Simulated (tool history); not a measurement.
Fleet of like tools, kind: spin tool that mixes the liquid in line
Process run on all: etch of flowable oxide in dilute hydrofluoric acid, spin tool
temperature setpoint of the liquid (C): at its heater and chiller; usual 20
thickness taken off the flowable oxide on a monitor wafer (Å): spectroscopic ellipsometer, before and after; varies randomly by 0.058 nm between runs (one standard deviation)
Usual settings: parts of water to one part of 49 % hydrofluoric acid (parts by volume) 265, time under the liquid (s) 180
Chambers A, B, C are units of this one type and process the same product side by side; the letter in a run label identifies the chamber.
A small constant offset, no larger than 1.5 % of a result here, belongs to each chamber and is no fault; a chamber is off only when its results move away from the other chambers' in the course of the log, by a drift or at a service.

| run | hour | temperature setpoint of the liquid (C) | parts of water to one part of 49 % hydrofluoric acid (parts by volume) | time under the liquid (s) | hours since the thermometer was replaced | hours since the hydrofluoric acid flow meter was replaced | read-back film thickness of the flowable oxide reference wafer, read on the same gauge (nm) | thickness taken off the flowable oxide on a monitor wafer (Å) |
|---|---|---|---|---|---|---|---|---|
| 1C | 6.1 | 20 | 265 | 180 | 350.6 | 603.7 | 70.023 | 108.26 |
| 2B | 12.2 | 20 | 265 | 180 | 230.2 | 400.2 | 69.973 | 108.76 |
| 3A | 21.5 | 20 | 265 | 180 | 1130.5 | 600.4 | 70.01 | 109.21 |
| 4C | 26.9 | 20 | 265 | 180 | 371.4 | 624.5 | 69.992 | 107.85 |
| 5A | 36.2 | 20 | 265 | 180 | 1145.2 | 615.1 | 69.981 | 108.96 |
| 6B | 44.4 | 17 | 265 | 180 | 262.4 | 432.4 | 69.987 | 97.42 |
| 7C | 53.1 | 17 | 265 | 180 | 397.6 | 650.7 | 70.025 | 96.387 |
| 8B | 59.2 | 17 | 265 | 180 | 277.2 | 447.2 | 69.983 | 96.809 |
| 9A | 68.7 | 20 | 265 | 180 | 1177.7 | 647.6 | 70.025 | 109.42 |
| 10B | 74.4 | 20 | 390 | 180 | 292.4 | 462.4 | 70.046 | 66.898 |
| 11C | 84.2 | 20 | 390 | 180 | 428.7 | 681.8 | 70.012 | 65.853 |
| 12A | 93.9 | 20 | 390 | 180 | 1202.9 | 672.8 | 70.003 | 66.476 |
| 13C | 101.2 | 20 | 265 | 180 | 445.7 | 698.8 | 69.979 | 107.83 |
| 14A | 107.5 | 20 | 265 | 180 | 1216.5 | 686.4 | 69.966 | 108.56 |
| 15B | 116 | 20 | 265 | 180 | 334 | 504 | 70.009 | 112.07 |
| 16C | 125.3 | 20 | 265 | 90 | 469.8 | 722.9 | 70.044 | 53.767 |
| 17B | 135.1 | 20 | 265 | 90 | 353.1 | 523.1 | 69.979 | 56.284 |
| 18A | 141.9 | 20 | 265 | 90 | 1250.9 | 720.8 | 70.002 | 54.64 |
| 19B | 149.1 | 20 | 265 | 180 | 367.1 | 537.1 | 69.993 | 112.58 |
| 20A | 154.9 | 20 | 265 | 180 | 1263.9 | 733.8 | 70.002 | 109.18 |
| 21C | 162.3 | 24 | 265 | 180 | 506.8 | 759.9 | 70.003 | 124.01 |
| 22C | 170.7 | 24 | 265 | 180 | 515.2 | 768.3 | 69.967 | 124.52 |
|  | 173.6 | chamber C: thermometer replaced |
| 23A | 175.7 | 24 | 265 | 180 | 1284.7 | 754.6 | 70.024 | 125.81 |
| 24B | 180.4 | 20 | 265 | 180 | 398.4 | 568.4 | 69.992 | 114.33 |
| 25B | 185 | 20 | 265 | 180 | 403 | 573 | 70.004 | 115.44 |
| 26A | 192.6 | 20 | 265 | 180 | 1301.6 | 771.5 | 69.997 | 109.89 |
| 27C | 199 | 20 | 265 | 180 | 25.5 | 796.6 | 69.97 | 107.39 |
| 28B | 203.5 | 20 | 265 | 180 | 421.5 | 591.5 | 70.028 | 114.84 |
| 29A | 209 | 20 | 265 | 180 | 1318 | 787.9 | 70.019 | 109.73 |
| 30C | 214.4 | 20 | 265 | 180 | 40.9 | 812 | 69.99 | 107.64 |
| 31A | 224.7 | 20 | 265 | 180 | 1333.7 | 803.6 | 69.989 | 109.4 |

The same settings go to every chamber for the next run, one line per chamber below. Forecast the results for each:
| 32A | 232.1 | 20 | 335 | 180 |  |  |  | ? |
| 32B | 232.1 | 20 | 335 | 180 |  |  |  | ? |
| 32C | 232.1 | 20 | 335 | 180 |  |  |  | ? |

| run | thickness taken off the flowable oxide on a monitor wafer (Å) |
|---|---|
| 32A | 80.486 |
| 32B | 86.051 |
| 32C | 79.68 |
